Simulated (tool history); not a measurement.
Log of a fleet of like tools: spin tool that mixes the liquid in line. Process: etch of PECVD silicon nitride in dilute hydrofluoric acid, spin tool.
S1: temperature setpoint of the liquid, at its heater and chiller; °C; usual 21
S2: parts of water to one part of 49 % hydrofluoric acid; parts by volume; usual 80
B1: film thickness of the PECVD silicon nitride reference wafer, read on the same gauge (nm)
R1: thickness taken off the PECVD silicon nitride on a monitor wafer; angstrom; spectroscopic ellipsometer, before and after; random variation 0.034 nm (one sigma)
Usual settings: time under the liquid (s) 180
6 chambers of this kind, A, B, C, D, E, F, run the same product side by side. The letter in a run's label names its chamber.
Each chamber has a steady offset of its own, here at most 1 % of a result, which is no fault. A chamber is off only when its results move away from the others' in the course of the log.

Run 1C, hour 3.1: usual settings; B1 130.01. Result: R1 40.044 angstrom.
Run 2F, hour 8.2: usual settings; B1 129.98. Result: R1 39.322 angstrom.
Run 3E, hour 12.5: usual settings; B1 129.99. Result: R1 39.870 angstrom.
Run 4A, hour 15.8: usual settings; B1 130.01. Result: R1 39.004 angstrom.
Run 5D, hour 18.8: usual settings; B1 130.01. Result: R1 38.994 angstrom.
Run 6B, hour 22.5: usual settings; B1 130.01. Result: R1 39.533 angstrom.
Run 7A, hour 28.0: usual settings; B1 130.01. Result: R1 39.180 angstrom.
Run 8B, hour 30.7: usual settings; B1 129.99. Result: R1 39.595 angstrom.
Run 9C, hour 33.4: usual settings; B1 129.97. Result: R1 39.847 angstrom.
Run 10F, hour 38.0: usual settings; B1 130.02. Result: R1 38.693 angstrom.
Run 11D, hour 42.2: usual settings but S1 25 °C, S2 45 parts by volume; B1 130.02. Result: R1 88.382 angstrom.
Run 12E, hour 45.8: usual settings but S1 25 °C, S2 45 parts by volume; B1 130.02. Result: R1 91.905 angstrom.
Run 13F, hour 49.0: usual settings but S1 25 °C, S2 45 parts by volume; B1 130.03. Result: R1 88.617 angstrom.
Run 14D, hour 53.8: usual settings but S1 25 °C, S2 45 parts by volume; B1 129.97. Result: R1 88.403 angstrom.
Run 15E, hour 56.6: usual settings but S1 25 °C, S2 45 parts by volume; B1 129.99. Result: R1 92.585 angstrom.
Run 16A, hour 59.8: usual settings but S1 25 °C, S2 45 parts by volume; B1 130.03. Result: R1 88.578 angstrom.
Run 17C, hour 62.6: usual settings; B1 129.98. Result: R1 39.370 angstrom.
Run 18B, hour 66.2: usual settings; B1 129.97. Result: R1 39.166 angstrom.
Run 19C, hour 71.8: usual settings; B1 129.98. Result: R1 40.402 angstrom.
Run 20B, hour 77.3: usual settings; B1 130.01. Result: R1 38.919 angstrom.
Run 21D, hour 80.1: usual settings; B1 130.02. Result: R1 39.587 angstrom.
Run 22E, hour 83.9: usual settings; B1 129.97. Result: R1 39.656 angstrom.
Run 23A, hour 88.1: usual settings; B1 129.99. Result: R1 39.605 angstrom.
Run 24F, hour 93.4: usual settings; B1 130.00. Result: R1 38.680 angstrom.
Run 25F, hour 97.2: usual settings; B1 130.00. Result: R1 38.904 angstrom.
Run 26B, hour 100.9: usual settings; B1 129.98. Result: R1 39.429 angstrom.
Run 27E, hour 105.6: usual settings; B1 130.02. Result: R1 39.724 angstrom.
Run 28D, hour 109.0: usual settings but S1 24 °C; B1 130.01. Result: R1 48.104 angstrom.
Run 29A, hour 113.9: usual settings but S1 24 °C; B1 129.99. Result: R1 48.021 angstrom.
Run 30C, hour 117.3: usual settings but S1 24 °C; B1 129.98. Result: R1 49.699 angstrom.
Run 31E, hour 121.0: usual settings but S1 24 °C; B1 130.01. Result: R1 49.138 angstrom.
Run 32B, hour 126.3: usual settings but S1 24 °C; B1 129.98. Result: R1 47.938 angstrom.
Run 33F, hour 129.1: usual settings but S1 24 °C; B1 130.00. Result: R1 47.740 angstrom.
Run 34C, hour 131.7: usual settings; B1 130.00. Result: R1 39.336 angstrom.
Run 35A, hour 136.7: usual settings; B1 130.02. Result: R1 39.470 angstrom.
Run 36D, hour 141.8: usual settings; B1 130.01. Result: R1 39.121 angstrom.
Run 37B, hour 146.0: usual settings; B1 130.02. Result: R1 39.164 angstrom.
Run 38F, hour 151.7: usual settings; B1 130.00. Result: R1 39.336 angstrom.
Run 39D, hour 155.2: usual settings; B1 129.98. Result: R1 39.130 angstrom.

What goes on in this fleet: one chamber off, a drifting gauge, or nothing beyond the chambers' own small offsets? Name the chamber and the cause, if any.

No chamber stands off beyond its own small offset, and the gauge holds steady.
